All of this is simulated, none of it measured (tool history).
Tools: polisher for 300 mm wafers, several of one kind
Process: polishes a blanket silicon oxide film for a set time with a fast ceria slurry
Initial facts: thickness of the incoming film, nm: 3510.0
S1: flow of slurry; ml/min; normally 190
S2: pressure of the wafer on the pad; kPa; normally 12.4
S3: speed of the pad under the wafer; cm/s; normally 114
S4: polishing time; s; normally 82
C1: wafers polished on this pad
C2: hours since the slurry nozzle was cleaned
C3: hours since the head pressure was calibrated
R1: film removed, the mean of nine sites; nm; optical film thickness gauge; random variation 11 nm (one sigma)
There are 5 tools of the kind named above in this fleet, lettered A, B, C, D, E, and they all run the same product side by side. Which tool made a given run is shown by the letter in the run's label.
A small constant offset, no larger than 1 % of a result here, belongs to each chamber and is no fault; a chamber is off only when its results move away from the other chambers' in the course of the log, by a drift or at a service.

| run | hour | S1 | S2 | S3 | S4 | C1 | C2 | C3 | R1 |
|---|---|---|---|---|---|---|---|---|---|
| 1B | 9.5 | 190 | 12.4 | 114 | 82 | 406 | 87.7 | 266.0 | 956.79 |
|  | 10.8 | chamber E: worn pad replaced by a new one |
|  | 15.9 | chamber C: worn pad replaced by a new one |
| 2E | 23.5 | 190 | 12.4 | 114 | 82 | 140 | 579.0 | 212.6 | 900.88 |
| 3D | 32.1 | 190 | 12.4 | 114 | 82 | 646 | 150.5 | 380.6 | 915.72 |
|  | 37.6 | chamber A: slurry nozzle cleaned |
|  | 44.5 | chamber A: head pressure recalibrated |
| 4C | 44.6 | 190 | 12.4 | 114 | 82 | 316 | 368.5 | 745.9 | 925.96 |
| 5A | 53.3 | 190 | 12.4 | 114 | 82 | 998 | 15.7 | 8.8 | 921.15 |
|  | 56.7 | chamber D: worn pad replaced by a new one |
|  | 61.7 | chamber E: slurry nozzle cleaned |
| 6A | 62.3 | 190 | 12.4 | 114 | 82 | 1097 | 24.7 | 17.8 | 944.97 |
| 7C | 76.0 | 235 | 12.4 | 78 | 82 | 663 | 399.9 | 777.3 | 649.69 |
| 8D | 88.8 | 235 | 12.4 | 78 | 82 | 354 | 207.2 | 437.3 | 656.78 |
|  | 96.2 | chamber B: head pressure recalibrated |
| 9B | 97.3 | 235 | 12.4 | 78 | 82 | 1374 | 175.5 | 1.1 | 657.44 |
|  | 98.0 | chamber B: worn pad replaced by a new one |
|  | 102.2 | chamber C: head pressure recalibrated |
| 10E | 109.7 | 235 | 12.4 | 78 | 82 | 1091 | 48.0 | 298.8 | 637.49 |
| 11D | 116.3 | 235 | 12.4 | 78 | 82 | 658 | 234.7 | 464.8 | 663.09 |
|  | 127.7 | chamber E: worn pad replaced by a new one |
| 12E | 127.7 | 190 | 12.4 | 114 | 82 | 0 | 66.0 | 316.8 | 918.98 |
|  | 133.7 | chamber D: worn pad replaced by a new one |
| 13A | 136.5 | 190 | 12.4 | 114 | 82 | 1915 | 98.9 | 92.0 | 933.50 |
|  | 143.3 | chamber C: worn pad replaced by a new one |
| 14B | 150.1 | 190 | 12.4 | 114 | 82 | 574 | 228.3 | 53.9 | 930.98 |
| 15C | 159.6 | 190 | 12.4 | 114 | 82 | 180 | 483.5 | 57.4 | 940.51 |
| 16B | 167.9 | 190 | 12.4 | 114 | 82 | 771 | 246.1 | 71.7 | 931.23 |
| 17A | 181.1 | 190 | 12.4 | 114 | 82 | 2407 | 143.5 | 136.6 | 905.09 |
| 18C | 196.1 | 190 | 12.4 | 114 | 82 | 583 | 520.0 | 93.9 | 919.75 |
|  | 200.8 | chamber B: worn pad replaced by a new one |
| 19E | 205.6 | 190 | 12.4 | 114 | 82 | 859 | 143.9 | 394.7 | 903.97 |
| 20D | 220.6 | 190 | 12.4 | 114 | 82 | 958 | 339.0 | 569.1 | 935.93 |
|  | 222.8 | chamber D: worn pad replaced by a new one |
| 21E | 231.4 | 190 | 12.4 | 114 | 82 | 1144 | 169.7 | 420.5 | 912.99 |
|  | 233.8 | chamber D: slurry nozzle cleaned |
| 22D | 239.7 | 190 | 12.4 | 114 | 82 | 187 | 5.9 | 588.2 | 938.13 |
|  | 243.4 | chamber E: worn pad replaced by a new one |
| 23B | 251.6 | 190 | 12.4 | 114 | 82 | 560 | 329.8 | 155.4 | 943.03 |
| 24C | 260.3 | 190 | 12.4 | 114 | 82 | 1290 | 584.2 | 158.1 | 922.34 |
| 25A | 270.7 | 190 | 12.4 | 114 | 82 | 3395 | 233.1 | 226.2 | 880.68 |
| 26C | 279.4 | 190 | 16.5 | 114 | 97 | 1501 | 603.3 | 177.2 | 1461.20 |
|  | 281.7 | chamber C: worn pad replaced by a new one |
|  | 282.9 | chamber E: head pressure recalibrated |
| 27D | 287.1 | 190 | 16.5 | 114 | 97 | 709 | 53.3 | 635.6 | 1448.20 |
| 28E | 294.7 | 190 | 16.5 | 114 | 97 | 566 | 233.0 | 11.8 | 1474.10 |
|  | 305.0 | chamber D: worn pad replaced by a new one |
| 29A | 305.7 | 190 | 16.5 | 114 | 97 | 3780 | 268.1 | 261.2 | 1366.50 |
| 30B | 312.4 | 190 | 16.5 | 114 | 97 | 1231 | 390.6 | 216.2 | 1465.90 |
| 31D | 320.8 | 190 | 12.4 | 114 | 82 | 174 | 87.0 | 669.3 | 930.89 |
|  | 324.5 | chamber B: worn pad replaced by a new one |
|  | 325.3 | chamber B: slurry nozzle cleaned |
|  | 329.5 | chamber C: slurry nozzle cleaned |
| 32A | 333.0 | 190 | 12.4 | 114 | 82 | 4081 | 295.4 | 288.5 | 882.84 |
| 33B | 343.3 | 190 | 12.4 | 114 | 82 | 208 | 18.0 | 247.1 | 941.17 |
| 34C | 357.9 | 135 | 12.4 | 114 | 64 | 840 | 28.5 | 255.7 | 678.32 |
|  | 362.6 | chamber E: worn pad replaced by a new one |
| 35E | 364.7 | 135 | 12.4 | 114 | 64 | 24 | 303.0 | 81.8 | 672.27 |
| 36B | 372.0 | 135 | 12.4 | 114 | 64 | 524 | 46.7 | 275.8 | 691.21 |
| 37C | 380.2 | 135 | 12.4 | 114 | 64 | 1086 | 50.8 | 278.0 | 708.28 |
| 38A | 392.8 | 135 | 12.4 | 114 | 64 | 4741 | 355.2 | 348.3 | 643.37 |
|  | 398.3 | chamber D: worn pad replaced by a new one |
| 39E | 406.1 | 190 | 12.4 | 114 | 82 | 480 | 344.4 | 123.2 | 918.73 |
| 40D | 418.6 | 190 | 12.4 | 114 | 82 | 224 | 184.8 | 767.1 | 941.58 |
| 41D | 428.7 | 190 | 12.4 | 114 | 82 | 335 | 194.9 | 777.2 | 933.47 |
| 42E | 436.7 | 190 | 12.4 | 114 | 82 | 817 | 375.0 | 153.8 | 918.39 |

One chamber off, gauge drift, or nothing amiss beyond the chambers' own small offsets? If it is a chamber, which one, and what is the likeliest cause?

It is chamber A that slowly wanders off from its peers.
What lies behind it: removal rate lost through wear of the pad, % = 7.03.
With only this log, it may be confused with: slurry flow missing at the pad, %.

Below are 4 candidate recipes for chamber A's next run, each the usual settings with a change, their results shown as question marks. Which of them brings A's results back in line with what the other chambers give on the usual settings?
To be in line, a result may differ from the other chambers' mean on the usual settings by at most: R1 40.00 nm
| 43A-1 | 447.6 | 190 | 12.4 | 118 | 85 |  |  |  | ? |
| 43A-2 | 447.6 | 185 | 12.4 | 98 | 82 |  |  |  | ? |
| 43A-3 | 447.6 | 190 | 12.4 | 114 | 76 |  |  |  | ? |
| 43A-4 | 447.6 | 195 | 12.4 | 132 | 82 |  |  |  | ? |

The other chambers' mean on the usual settings: R1 928.12 nm
| run | R1 |
|---|---|
| 43A-1 | 918.91 |
| 43A-2 | 735.17 |
| 43A-3 | 794.10 |
| 43A-4 | 994.06 |
Change 43A-1 lands the chamber within the allowed miss of the other chambers.
